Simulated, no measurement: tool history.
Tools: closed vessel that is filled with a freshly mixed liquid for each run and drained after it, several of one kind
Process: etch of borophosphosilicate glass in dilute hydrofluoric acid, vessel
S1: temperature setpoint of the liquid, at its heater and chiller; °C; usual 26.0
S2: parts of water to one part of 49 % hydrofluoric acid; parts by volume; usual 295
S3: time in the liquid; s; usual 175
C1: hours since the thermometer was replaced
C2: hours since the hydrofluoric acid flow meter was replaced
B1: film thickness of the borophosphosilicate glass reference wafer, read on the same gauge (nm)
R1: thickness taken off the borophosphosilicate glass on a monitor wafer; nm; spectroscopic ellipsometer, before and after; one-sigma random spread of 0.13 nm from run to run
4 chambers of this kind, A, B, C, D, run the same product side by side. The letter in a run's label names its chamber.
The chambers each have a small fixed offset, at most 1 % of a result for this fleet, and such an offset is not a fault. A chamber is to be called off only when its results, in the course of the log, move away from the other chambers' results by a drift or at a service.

run 1C day=0.271 | S1=26.0 S2=295 S3=175 | C1=464.0 C2=382.4 | B1=59.998 | R1=28.211
run 2B day=0.600 | S1=26.0 S2=295 S3=175 | C1=180.0 C2=326.7 | B1=59.979 | R1=28.050
run 3D day=1.050 | S1=26.0 S2=295 S3=175 | C1=730.8 C2=667.0 | B1=59.974 | R1=28.579
run 4A day=1.354 | S1=26.0 S2=295 S3=175 | C1=142.6 C2=420.2 | B1=59.991 | R1=28.342
run 5A day=1.771 | S1=28.5 S2=295 S3=260 | C1=152.6 C2=430.2 | B1=60.031 | R1=45.629
run 6D day=2.088 | S1=28.5 S2=295 S3=260 | C1=755.7 C2=691.9 | B1=60.011 | R1=45.785
run 7C day=2.538 | S1=28.5 S2=295 S3=260 | C1=518.4 C2=436.8 | B1=59.994 | R1=44.871
run 8B day=3.079 | S1=28.5 S2=295 S3=260 | C1=239.5 C2=386.2 | B1=60.011 | R1=45.919
run 9A day=3.338 | S1=26.0 S2=295 S3=175 | C1=190.2 C2=467.8 | B1=59.989 | R1=28.007
run 10B day=3.808 | S1=26.0 S2=295 S3=175 | C1=257.0 C2=403.7 | B1=60.009 | R1=28.279
run 11D day=4.358 | S1=26.0 S2=295 S3=175 | C1=810.2 C2=746.4 | B1=59.984 | R1=28.399
run 12C day=4.900 | S1=29.0 S2=340 S3=175 | C1=575.1 C2=493.5 | B1=60.003 | R1=25.644
run 13A day=5.412 | S1=29.0 S2=340 S3=175 | C1=240.0 C2=517.6 | B1=60.004 | R1=25.773
run 14B day=5.675 | S1=29.0 S2=340 S3=175 | C1=301.8 C2=448.5 | B1=60.008 | R1=25.991
run 15C day=6.096 | S1=29.0 S2=340 S3=175 | C1=603.8 C2=522.2 | B1=59.978 | R1=25.382
run 16D day=6.429 | S1=22.0 S2=295 S3=175 | C1=859.9 C2=796.1 | B1=60.020 | R1=24.775
run 17B day=6.829 | S1=22.0 S2=295 S3=175 | C1=329.5 C2=476.2 | B1=59.994 | R1=24.526
run 18A day=7.133 | S1=22.0 S2=295 S3=175 | C1=281.3 C2=558.9 | B1=60.022 | R1=24.373
run 19D day=7.475 | S1=22.0 S2=295 S3=175 | C1=885.0 C2=821.2 | B1=59.982 | R1=24.916
run 20C day=7.762 | S1=26.0 S2=295 S3=175 | C1=643.8 C2=562.2 | B1=59.970 | R1=27.650
run 21A day=8.200 | S1=26.0 S2=295 S3=175 | C1=306.9 C2=584.5 | B1=60.040 | R1=28.346
run 22C day=8.571 | S1=24.0 S2=410 S3=175 | C1=663.2 C2=581.6 | B1=59.974 | R1=16.744
run 23D day=8.875 | S1=24.0 S2=410 S3=175 | C1=918.6 C2=854.8 | B1=59.973 | R1=17.042
run 24B day=9.250 | S1=24.0 S2=410 S3=175 | C1=387.6 C2=534.3 | B1=59.976 | R1=17.151
run 25A day=9.533 | S1=24.0 S2=410 S3=175 | C1=338.9 C2=616.5 | B1=60.023 | R1=17.119
run 26D day=9.942 | S1=26.0 S2=295 S3=175 | C1=944.2 C2=880.4 | B1=59.955 | R1=28.372
run 27B day=10.383 | S1=26.0 S2=295 S3=175 | C1=414.8 C2=561.5 | B1=60.003 | R1=28.370

Decide between three cases: one chamber stands off from its peers, the gauge reading all wafers drifts, or nothing is wrong past each chamber's small offset. Where a chamber is off, say which and what most likely put it there.

It is chamber C that slowly wanders off from its peers.
What lies behind it: liquid colder than its thermometer reads (K) = 1.
With only this log, it may be confused with: hydrofluoric acid flow below the setpoint (%).

Below are 4 candidate recipes for chamber C's next run, each the usual settings with a change, their results shown as question marks. Which of them brings C's results back in line with what the other chambers give on the usual settings?
In line means no further than this from the other chambers' mean on the usual settings: R1 0.460 nm
run 28C-1 day=10.779 | S1=26.0 S2=275 S3=175 | R1=?
run 28C-2 day=10.779 | S1=23.5 S2=295 S3=175 | R1=?
run 28C-3 day=10.779 | S1=26.0 S2=305 S3=175 | R1=?
run 28C-4 day=10.779 | S1=26.0 S2=285 S3=175 | R1=?

Usual-settings mean across the other chambers: R1 28.321 nm
run=28C-1 R1=29.617
run=28C-2 R1=24.843
run=28C-3 R1=25.947
run=28C-4 R1=28.303
28C-4 puts the chamber back in line with the other chambers.
